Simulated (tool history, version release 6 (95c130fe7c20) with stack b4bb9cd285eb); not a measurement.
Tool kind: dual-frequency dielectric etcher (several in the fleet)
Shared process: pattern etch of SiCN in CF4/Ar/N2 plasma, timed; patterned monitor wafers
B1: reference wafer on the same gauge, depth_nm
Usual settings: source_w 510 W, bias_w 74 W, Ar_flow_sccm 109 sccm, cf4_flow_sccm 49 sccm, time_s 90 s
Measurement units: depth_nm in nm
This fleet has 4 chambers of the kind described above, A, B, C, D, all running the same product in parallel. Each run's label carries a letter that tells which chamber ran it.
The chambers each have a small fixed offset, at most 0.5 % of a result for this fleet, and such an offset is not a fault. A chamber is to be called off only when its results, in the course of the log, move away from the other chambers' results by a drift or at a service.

run 1B hour=8.2 | source_w=510 bias_w=74 Ar_flow_sccm=109 cf4_flow_sccm=49 time_s=90 | B1=74.553 | depth_nm=81.375
run 2D hour=16.8 | source_w=510 bias_w=74 Ar_flow_sccm=109 cf4_flow_sccm=49 time_s=90 | B1=74.489 | depth_nm=81.056
run 3C hour=29.0 | source_w=510 bias_w=74 Ar_flow_sccm=109 cf4_flow_sccm=49 time_s=90 | B1=74.509 | depth_nm=81.542
-- hour=37.8 chamber B: wet clean of the chamber
run 4A hour=41.0 | source_w=510 bias_w=74 Ar_flow_sccm=109 cf4_flow_sccm=49 time_s=90 | B1=74.515 | depth_nm=81.303
run 5D hour=49.6 | source_w=510 bias_w=74 Ar_flow_sccm=109 cf4_flow_sccm=49 time_s=90 | B1=74.595 | depth_nm=81.581
run 6A hour=57.9 | source_w=510 bias_w=74 Ar_flow_sccm=109 cf4_flow_sccm=49 time_s=90 | B1=74.585 | depth_nm=81.269
run 7C hour=63.9 | source_w=510 bias_w=74 Ar_flow_sccm=109 cf4_flow_sccm=49 time_s=90 | B1=74.508 | depth_nm=81.908
-- hour=68.1 chamber A: Ar flow controller replaced
run 8B hour=76.7 | source_w=510 bias_w=74 Ar_flow_sccm=109 cf4_flow_sccm=49 time_s=90 | B1=74.402 | depth_nm=81.585
run 9B hour=89.8 | source_w=510 bias_w=74 Ar_flow_sccm=109 cf4_flow_sccm=49 time_s=90 | B1=74.535 | depth_nm=81.468
run 10A hour=100.4 | source_w=510 bias_w=74 Ar_flow_sccm=109 cf4_flow_sccm=49 time_s=90 | B1=74.504 | depth_nm=81.199
run 11C hour=107.7 | source_w=510 bias_w=74 Ar_flow_sccm=109 cf4_flow_sccm=49 time_s=90 | B1=74.442 | depth_nm=82.078
run 12D hour=116.8 | source_w=510 bias_w=74 Ar_flow_sccm=109 cf4_flow_sccm=49 time_s=90 | B1=74.490 | depth_nm=80.945
run 13A hour=124.0 | source_w=510 bias_w=74 Ar_flow_sccm=109 cf4_flow_sccm=49 time_s=90 | B1=74.444 | depth_nm=81.292
run 14D hour=136.5 | source_w=510 bias_w=74 Ar_flow_sccm=109 cf4_flow_sccm=49 time_s=90 | B1=74.533 | depth_nm=80.963
-- hour=141.8 chamber D: wet clean of the chamber
run 15C hour=148.1 | source_w=510 bias_w=74 Ar_flow_sccm=109 cf4_flow_sccm=49 time_s=90 | B1=74.415 | depth_nm=81.426
run 16B hour=159.7 | source_w=510 bias_w=74 Ar_flow_sccm=109 cf4_flow_sccm=49 time_s=90 | B1=74.472 | depth_nm=81.362
-- hour=160.2 chamber A: CF4 flow controller replaced
run 17C hour=168.0 | source_w=510 bias_w=74 Ar_flow_sccm=109 cf4_flow_sccm=49 time_s=90 | B1=74.504 | depth_nm=81.843
run 18D hour=175.3 | source_w=390 bias_w=74 Ar_flow_sccm=127 cf4_flow_sccm=49 time_s=90 | B1=74.484 | depth_nm=62.555
run 19B hour=188.3 | source_w=390 bias_w=74 Ar_flow_sccm=127 cf4_flow_sccm=49 time_s=90 | B1=74.465 | depth_nm=62.660
run 20A hour=194.4 | source_w=390 bias_w=74 Ar_flow_sccm=127 cf4_flow_sccm=49 time_s=90 | B1=74.510 | depth_nm=63.158
run 21C hour=204.5 | source_w=390 bias_w=74 Ar_flow_sccm=127 cf4_flow_sccm=49 time_s=90 | B1=74.507 | depth_nm=62.441
-- hour=206.5 chamber D: CF4 flow controller replaced
run 22B hour=213.6 | source_w=510 bias_w=74 Ar_flow_sccm=109 cf4_flow_sccm=49 time_s=90 | B1=74.456 | depth_nm=81.383
run 23A hour=221.1 | source_w=510 bias_w=74 Ar_flow_sccm=109 cf4_flow_sccm=49 time_s=90 | B1=74.475 | depth_nm=81.772
run 24D hour=230.4 | source_w=560 bias_w=74 Ar_flow_sccm=109 cf4_flow_sccm=40 time_s=90 | B1=74.583 | depth_nm=85.365
run 25A hour=237.6 | source_w=560 bias_w=74 Ar_flow_sccm=109 cf4_flow_sccm=40 time_s=90 | B1=74.493 | depth_nm=85.560
run 26D hour=245.9 | source_w=560 bias_w=74 Ar_flow_sccm=109 cf4_flow_sccm=40 time_s=90 | B1=74.488 | depth_nm=84.970
run 27B hour=259.3 | source_w=560 bias_w=74 Ar_flow_sccm=109 cf4_flow_sccm=40 time_s=90 | B1=74.543 | depth_nm=85.390

All chambers now run identical settings, listed one chamber a line with results as question marks. What results will each chamber show?
run 28A hour=269.1 | source_w=510 bias_w=74 Ar_flow_sccm=109 cf4_flow_sccm=49 time_s=90 | depth_nm=?
run 28B hour=269.1 | source_w=510 bias_w=74 Ar_flow_sccm=109 cf4_flow_sccm=49 time_s=90 | depth_nm=?
run 28C hour=269.1 | source_w=510 bias_w=74 Ar_flow_sccm=109 cf4_flow_sccm=49 time_s=90 | depth_nm=?
run 28D hour=269.1 | source_w=510 bias_w=74 Ar_flow_sccm=109 cf4_flow_sccm=49 time_s=90 | depth_nm=?

run=28A depth_nm=81.523
run=28B depth_nm=81.485
run=28C depth_nm=81.865
run=28D depth_nm=81.133

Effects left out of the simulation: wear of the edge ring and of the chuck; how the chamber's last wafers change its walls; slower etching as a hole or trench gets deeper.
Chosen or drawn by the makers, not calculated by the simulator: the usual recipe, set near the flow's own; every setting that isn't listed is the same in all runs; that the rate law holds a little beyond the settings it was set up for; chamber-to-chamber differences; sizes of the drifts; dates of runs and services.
